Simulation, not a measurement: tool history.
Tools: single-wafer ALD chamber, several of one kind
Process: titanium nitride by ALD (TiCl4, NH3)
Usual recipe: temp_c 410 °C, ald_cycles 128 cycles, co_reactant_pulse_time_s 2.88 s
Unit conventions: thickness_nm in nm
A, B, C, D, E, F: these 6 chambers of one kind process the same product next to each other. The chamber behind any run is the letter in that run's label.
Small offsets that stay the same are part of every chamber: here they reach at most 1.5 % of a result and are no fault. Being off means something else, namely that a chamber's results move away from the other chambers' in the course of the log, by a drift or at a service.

run	hour	temp_c	ald_cycles	co_reactant_pulse_time_s	read-back reference wafer on the same gauge, thickness_nm	thickness_nm
1B	6.3	410	128	2.88	2.8515	2.8462
2E	13.7	410	128	2.88	2.8497	2.8372
3C	18.3	410	128	2.88	2.8490	2.8443
4F	23.0	410	128	2.88	2.8497	2.8861
# hour 28.8: chamber E: thermocouple changed; heater temperature recalibrated
5A	31.5	410	128	2.88	2.8518	2.8872
6D	38.4	410	128	2.88	2.8517	2.8485
7A	43.8	410	128	2.88	2.8522	2.8870
8D	47.9	410	110	2.88	2.8481	2.4354
9E	55.1	410	110	2.88	2.8507	2.4198
10C	61.2	410	110	2.88	2.8471	2.4336
11B	65.1	410	110	2.88	2.8495	2.4440
12F	69.2	410	110	2.88	2.8507	2.4699
13C	73.9	410	110	2.88	2.8498	2.4315
14D	79.0	410	128	2.88	2.8497	2.8557
15E	84.8	410	128	2.88	2.8525	2.8243
16A	91.2	410	128	2.88	2.8490	2.8728
17B	98.3	410	148	2.88	2.8474	3.3215
18F	105.0	410	148	2.88	2.8524	3.3331
19D	113.1	410	148	2.88	2.8517	3.2946
20C	120.8	410	148	2.88	2.8530	3.2767
21F	125.2	410	148	2.88	2.8486	3.3569
22E	129.3	410	148	2.88	2.8514	3.2797
23A	136.1	410	128	2.88	2.8530	2.8661
24B	140.2	410	128	2.88	2.8491	2.8317
25E	147.5	410	128	2.88	2.8522	2.8270
26B	152.6	410	128	2.88	2.8504	2.8452
27C	161.0	403	128	2.88	2.8505	2.8332
28F	166.8	403	128	2.88	2.8480	2.8823
29D	172.3	403	128	2.88	2.8512	2.8507
30A	176.9	403	128	2.88	2.8517	2.8652
31B	180.8	403	128	2.88	2.8504	2.8468
32C	188.7	403	128	2.88	2.8486	2.8275
33A	195.8	410	128	2.88	2.8535	2.8710
34F	204.1	410	140	2.88	2.8533	3.1569
35E	209.2	410	140	2.88	2.8476	3.1081
36D	216.2	410	140	2.88	2.8488	3.1130
37C	224.8	410	140	2.88	2.8499	3.1230
38B	233.0	410	140	2.88	2.8530	3.0930
39F	237.6	410	140	2.88	2.8485	3.1524
40E	241.5	410	128	2.88	2.8532	2.8271
41A	250.1	410	128	2.88	2.8481	2.8865
42D	256.3	410	128	2.88	2.8492	2.8496

Predict what each chamber gives when all 6 of them run the settings below next.
43A	262.5	410	128	3.44		?
43B	262.5	410	128	3.44		?
43C	262.5	410	128	3.44		?
43D	262.5	410	128	3.44		?
43E	262.5	410	128	3.44		?
43F	262.5	410	128	3.44		?

run	thickness_nm
43A	2.9042
43B	2.8708
43C	2.8528
43D	2.8735
43E	2.8417
43F	2.8747

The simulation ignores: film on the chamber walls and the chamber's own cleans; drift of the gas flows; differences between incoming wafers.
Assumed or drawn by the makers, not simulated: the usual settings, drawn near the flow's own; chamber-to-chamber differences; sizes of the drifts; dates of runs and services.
